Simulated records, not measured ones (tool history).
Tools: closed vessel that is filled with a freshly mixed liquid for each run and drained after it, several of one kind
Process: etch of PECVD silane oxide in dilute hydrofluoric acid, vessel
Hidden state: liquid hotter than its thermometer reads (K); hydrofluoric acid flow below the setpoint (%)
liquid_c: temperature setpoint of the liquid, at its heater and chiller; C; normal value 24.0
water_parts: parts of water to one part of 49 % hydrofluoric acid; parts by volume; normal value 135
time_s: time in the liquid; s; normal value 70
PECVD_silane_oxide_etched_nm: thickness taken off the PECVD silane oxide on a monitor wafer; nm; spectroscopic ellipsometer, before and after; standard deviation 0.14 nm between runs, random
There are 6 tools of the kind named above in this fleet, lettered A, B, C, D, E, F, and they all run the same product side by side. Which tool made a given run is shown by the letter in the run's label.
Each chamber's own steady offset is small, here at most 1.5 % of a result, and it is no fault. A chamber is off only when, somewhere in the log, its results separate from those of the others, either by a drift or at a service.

run	hour	liquid_c	water_parts	time_s	hours since the thermometer was replaced	hours since the hydrofluoric acid flow meter was replaced	read-back film thickness of the PECVD silane oxide reference wafer, read on the same gauge (nm)	PECVD_silane_oxide_etched_nm
# hour 0.2: chamber F: thermometer replaced
1C	4.5	24.0	135	70	252.3	1211.0	59.999	17.6990
2B	6.9	24.0	135	70	184.5	628.7	59.993	18.0240
3F	9.4	24.0	135	70	9.3	698.9	60.006	18.0100
4E	14.0	24.0	135	70	434.3	574.8	60.009	17.7190
5A	16.4	24.0	135	70	711.5	1470.6	60.020	17.8720
6D	20.1	24.0	195	70	1120.4	67.2	59.967	11.5470
7B	23.3	24.0	195	70	200.9	645.1	59.990	11.8640
8F	27.4	24.0	195	70	27.3	716.9	60.008	11.4000
9C	32.2	24.0	195	70	280.0	1238.7	59.969	11.7470
10D	35.8	24.0	195	70	1136.1	82.9	60.036	11.6720
11E	39.7	24.0	195	70	460.0	600.5	60.046	11.4490
12A	43.1	24.0	135	70	738.2	1497.3	59.988	17.8060
# hour 43.5: chamber A: hydrofluoric acid flow meter replaced
13E	47.8	24.0	135	70	468.1	608.6	59.985	17.8060
14B	50.3	24.0	135	35	227.9	672.1	59.967	9.0897
15A	53.2	24.0	135	35	748.3	9.8	59.973	8.8551
16D	57.9	24.0	135	35	1158.2	105.0	59.999	8.9254
17C	61.5	24.0	135	35	309.3	1268.0	59.947	8.9574
18F	65.6	24.0	135	35	65.5	755.1	60.030	8.9529
19F	68.9	24.0	135	35	68.8	758.4	59.946	8.9982
20A	71.5	27.5	135	70	766.6	28.1	60.026	20.7450
21B	76.2	27.5	135	70	253.8	698.0	60.015	20.7550
22C	81.1	27.5	135	70	328.9	1287.6	59.980	20.3900
23D	83.7	27.5	135	70	1184.0	130.8	60.026	20.3660
# hour 84.4: chamber F: hydrofluoric acid flow meter replaced
24E	88.4	27.5	135	70	508.7	649.2	60.021	20.1490
25E	90.9	27.5	135	70	511.2	651.7	60.018	20.1680
26C	95.3	24.0	135	70	343.1	1301.8	60.001	17.8800
# hour 97.4: chamber E: hydrofluoric acid flow meter replaced
27B	100.2	24.0	135	70	277.8	722.0	59.995	18.1060
28F	103.2	24.0	135	70	103.1	18.9	59.996	18.0980
29A	105.4	24.0	135	70	800.5	62.0	60.010	18.0080
30D	107.8	24.0	135	70	1208.1	154.9	59.987	17.7120
31B	110.4	24.0	135	70	288.0	732.2	60.021	17.8880
32F	115.0	24.0	135	70	114.9	30.7	60.019	18.1970
33D	118.6	24.0	135	70	1218.9	165.7	59.991	17.9090
34A	121.1	24.0	135	70	816.2	77.7	59.980	17.9890
35E	125.0	24.0	135	70	545.3	27.7	60.043	17.8530
36C	127.3	24.0	135	70	375.1	1333.8	60.064	17.7950
37A	131.0	24.0	135	70	826.1	87.6	60.002	18.1060
38D	135.2	24.0	135	70	1235.5	182.3	59.997	17.8710

Is one chamber off against the others, does the gauge drift, or is nothing wrong? If a chamber is off, say which, and what the likeliest cause is.

No chamber is off and the gauge is stable; the differences are just each chamber's small, constant offset.
